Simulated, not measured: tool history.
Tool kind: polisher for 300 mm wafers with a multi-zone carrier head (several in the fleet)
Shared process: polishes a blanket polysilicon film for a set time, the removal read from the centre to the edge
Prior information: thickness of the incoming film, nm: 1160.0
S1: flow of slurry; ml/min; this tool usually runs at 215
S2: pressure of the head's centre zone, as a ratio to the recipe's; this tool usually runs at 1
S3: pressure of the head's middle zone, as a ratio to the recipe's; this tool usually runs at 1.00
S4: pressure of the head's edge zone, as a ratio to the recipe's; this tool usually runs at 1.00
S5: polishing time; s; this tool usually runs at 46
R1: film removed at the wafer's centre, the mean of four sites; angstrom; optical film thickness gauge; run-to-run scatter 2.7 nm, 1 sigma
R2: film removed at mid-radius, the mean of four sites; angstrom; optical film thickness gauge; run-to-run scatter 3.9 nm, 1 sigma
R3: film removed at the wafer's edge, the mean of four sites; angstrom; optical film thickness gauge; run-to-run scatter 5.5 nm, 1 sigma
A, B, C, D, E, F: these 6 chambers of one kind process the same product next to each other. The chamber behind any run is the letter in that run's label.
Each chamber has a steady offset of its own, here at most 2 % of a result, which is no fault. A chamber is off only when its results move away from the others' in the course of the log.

run 1B hour=6.9 | S1=215 S2=1 S3=1.00 S4=1.00 S5=46 | R1=4060.3 R2=3988.1 R3=4100.4
-- hour=12.8 chamber D: worn pad replaced by a new one
-- hour=16.8 chamber B: slurry nozzle cleaned
run 2C hour=17.2 | S1=215 S2=1 S3=1.00 S4=1.00 S5=46 | R1=3979.1 R2=4103.9 R3=4092.9
-- hour=23.9 chamber B: worn pad replaced by a new one
run 3F hour=26.2 | S1=215 S2=1 S3=1.00 S4=1.00 S5=46 | R1=4071.5 R2=4101.8 R3=3990.9
-- hour=27.9 chamber F: slurry nozzle cleaned
run 4D hour=36.7 | S1=215 S2=1 S3=1.00 S4=1.00 S5=46 | R1=4026.6 R2=4005.6 R3=4111.0
-- hour=42.2 chamber B: centre zone pressure recalibrated
run 5E hour=43.4 | S1=215 S2=1 S3=1.00 S4=1.00 S5=46 | R1=4028.6 R2=4020.8 R3=4052.4
run 6A hour=53.1 | S1=215 S2=1 S3=1.00 S4=1.00 S5=46 | R1=3988.0 R2=4050.5 R3=4063.9
run 7E hour=61.1 | S1=215 S2=1 S3=1.00 S4=1.00 S5=46 | R1=3996.6 R2=4103.4 R3=3936.7
-- hour=62.6 chamber E: slurry nozzle cleaned
-- hour=63.9 chamber F: worn pad replaced by a new one
-- hour=64.9 chamber A: worn pad replaced by a new one
run 8B hour=73.2 | S1=215 S2=1 S3=1.00 S4=1.00 S5=46 | R1=3993.4 R2=4020.0 R3=3997.7
-- hour=80.5 chamber E: worn pad replaced by a new one
run 9A hour=82.5 | S1=215 S2=1 S3=1.00 S4=1.00 S5=46 | R1=4029.0 R2=4073.7 R3=4029.3
run 10C hour=88.6 | S1=215 S2=1 S3=1.00 S4=1.00 S5=46 | R1=3955.2 R2=4078.0 R3=4017.0
run 11F hour=97.0 | S1=215 S2=1 S3=1.00 S4=1.00 S5=46 | R1=4075.4 R2=4074.2 R3=3996.5
run 12D hour=103.4 | S1=215 S2=1 S3=1.09 S4=1.00 S5=60 | R1=5295.6 R2=5586.1 R3=5049.9
-- hour=106.7 chamber D: centre zone pressure recalibrated
run 13C hour=110.7 | S1=215 S2=1 S3=1.09 S4=1.00 S5=60 | R1=5214.8 R2=5786.3 R3=5403.0
run 14A hour=117.4 | S1=215 S2=1 S3=1.09 S4=1.00 S5=60 | R1=5184.6 R2=5735.1 R3=5231.6
run 15F hour=126.1 | S1=215 S2=1 S3=1.09 S4=1.00 S5=60 | R1=5314.1 R2=5721.2 R3=5405.8
-- hour=128.8 chamber A: slurry nozzle cleaned
run 16D hour=132.3 | S1=215 S2=1 S3=1.09 S4=1.00 S5=60 | R1=5238.2 R2=5728.3 R3=5213.4
run 17E hour=141.0 | S1=215 S2=1 S3=1.09 S4=1.00 S5=60 | R1=5401.4 R2=5735.0 R3=5186.4
-- hour=152.1 chamber B: edge zone pressure recalibrated
run 18B hour=152.9 | S1=215 S2=1 S3=0.93 S4=1.00 S5=46 | R1=3968.8 R2=3789.7 R3=3993.7
run 19C hour=159.1 | S1=215 S2=1 S3=0.93 S4=1.00 S5=46 | R1=3943.4 R2=3742.2 R3=4037.4
-- hour=162.7 chamber D: worn pad replaced by a new one
-- hour=163.6 chamber F: worn pad replaced by a new one
-- hour=163.6 chamber E: worn pad replaced by a new one
run 20A hour=168.6 | S1=215 S2=1 S3=0.93 S4=1.00 S5=46 | R1=4020.2 R2=3803.5 R3=4035.1
-- hour=176.4 chamber C: worn pad replaced by a new one
run 21F hour=180.3 | S1=215 S2=1 S3=0.93 S4=1.00 S5=46 | R1=4024.7 R2=3803.1 R3=4074.9
-- hour=189.5 chamber A: worn pad replaced by a new one
run 22D hour=189.6 | S1=215 S2=1 S3=0.93 S4=1.00 S5=46 | R1=4069.5 R2=3669.6 R3=4026.8
run 23E hour=201.5 | S1=215 S2=1 S3=0.93 S4=1.00 S5=46 | R1=4166.5 R2=3808.0 R3=3961.0
-- hour=204.2 chamber C: slurry nozzle cleaned
-- hour=206.8 chamber D: slurry nozzle cleaned
run 24B hour=208.7 | S1=215 S2=1 S3=1.00 S4=1.00 S5=46 | R1=4036.7 R2=4041.6 R3=4076.2
run 25A hour=216.0 | S1=215 S2=1 S3=1.00 S4=1.00 S5=46 | R1=4061.2 R2=4060.4 R3=4014.7
-- hour=217.5 chamber B: worn pad replaced by a new one
run 26F hour=223.4 | S1=215 S2=1 S3=1.00 S4=1.00 S5=46 | R1=4130.5 R2=4077.2 R3=4094.9
-- hour=232.2 chamber B: slurry nozzle cleaned
run 27C hour=234.4 | S1=215 S2=1 S3=1.00 S4=1.00 S5=46 | R1=4009.0 R2=4095.1 R3=4047.9
run 28B hour=241.8 | S1=215 S2=1 S3=1.00 S4=1.00 S5=46 | R1=4028.9 R2=3973.8 R3=4089.2
-- hour=247.3 chamber E: worn pad replaced by a new one
run 29D hour=252.3 | S1=215 S2=1 S3=1.00 S4=0.95 S5=61 | R1=5369.2 R2=5344.7 R3=5363.7
-- hour=261.4 chamber F: worn pad replaced by a new one
run 30E hour=263.7 | S1=215 S2=1 S3=1.00 S4=0.95 S5=61 | R1=5704.1 R2=5339.7 R3=5236.6
run 31C hour=270.3 | S1=215 S2=1 S3=1.00 S4=0.95 S5=61 | R1=5288.3 R2=5490.9 R3=5266.8
run 32F hour=276.3 | S1=215 S2=1 S3=1.00 S4=0.95 S5=61 | R1=5391.6 R2=5397.9 R3=5132.2
run 33B hour=285.7 | S1=215 S2=1 S3=1.00 S4=0.95 S5=61 | R1=5298.8 R2=5353.6 R3=5168.3
run 34D hour=295.7 | S1=215 S2=1 S3=1.00 S4=0.95 S5=61 | R1=5350.0 R2=5273.4 R3=5188.1
-- hour=298.1 chamber A: edge zone pressure recalibrated
run 35A hour=302.6 | S1=215 S2=1 S3=1.00 S4=1.00 S5=46 | R1=4018.8 R2=4014.6 R3=4062.3
-- hour=303.2 chamber D: worn pad replaced by a new one
run 36E hour=310.1 | S1=215 S2=1 S3=1.00 S4=1.00 S5=46 | R1=4352.2 R2=4099.7 R3=4072.0
run 37D hour=321.1 | S1=215 S2=1 S3=1.00 S4=1.00 S5=46 | R1=4023.1 R2=3996.2 R3=4031.8
run 38C hour=332.7 | S1=215 S2=1 S3=0.93 S4=1.00 S5=46 | R1=3969.2 R2=3811.6 R3=4034.6
run 39F hour=344.7 | S1=215 S2=1 S3=0.93 S4=1.00 S5=46 | R1=4019.8 R2=3739.0 R3=4050.6

All chambers now run identical settings, listed one chamber a line with results as question marks. What results will each chamber show?
run 40A hour=354.0 | S1=215 S2=1 S3=0.93 S4=1.00 S5=46 | R1=? R2=? R3=?
run 40B hour=354.0 | S1=215 S2=1 S3=0.93 S4=1.00 S5=46 | R1=? R2=? R3=?
run 40C hour=354.0 | S1=215 S2=1 S3=0.93 S4=1.00 S5=46 | R1=? R2=? R3=?
run 40D hour=354.0 | S1=215 S2=1 S3=0.93 S4=1.00 S5=46 | R1=? R2=? R3=?
run 40E hour=354.0 | S1=215 S2=1 S3=0.93 S4=1.00 S5=46 | R1=? R2=? R3=?
run 40F hour=354.0 | S1=215 S2=1 S3=0.93 S4=1.00 S5=46 | R1=? R2=? R3=?

run=40A R1=3974.9 R2=3787.5 R3=4085.2
run=40B R1=4046.7 R2=3740.5 R3=4008.5
run=40C R1=3959.2 R2=3831.2 R3=4006.8
run=40D R1=4075.1 R2=3734.0 R3=4092.1
run=40E R1=4333.5 R2=3777.0 R3=4039.7
run=40F R1=4060.6 R2=3829.8 R3=4092.6
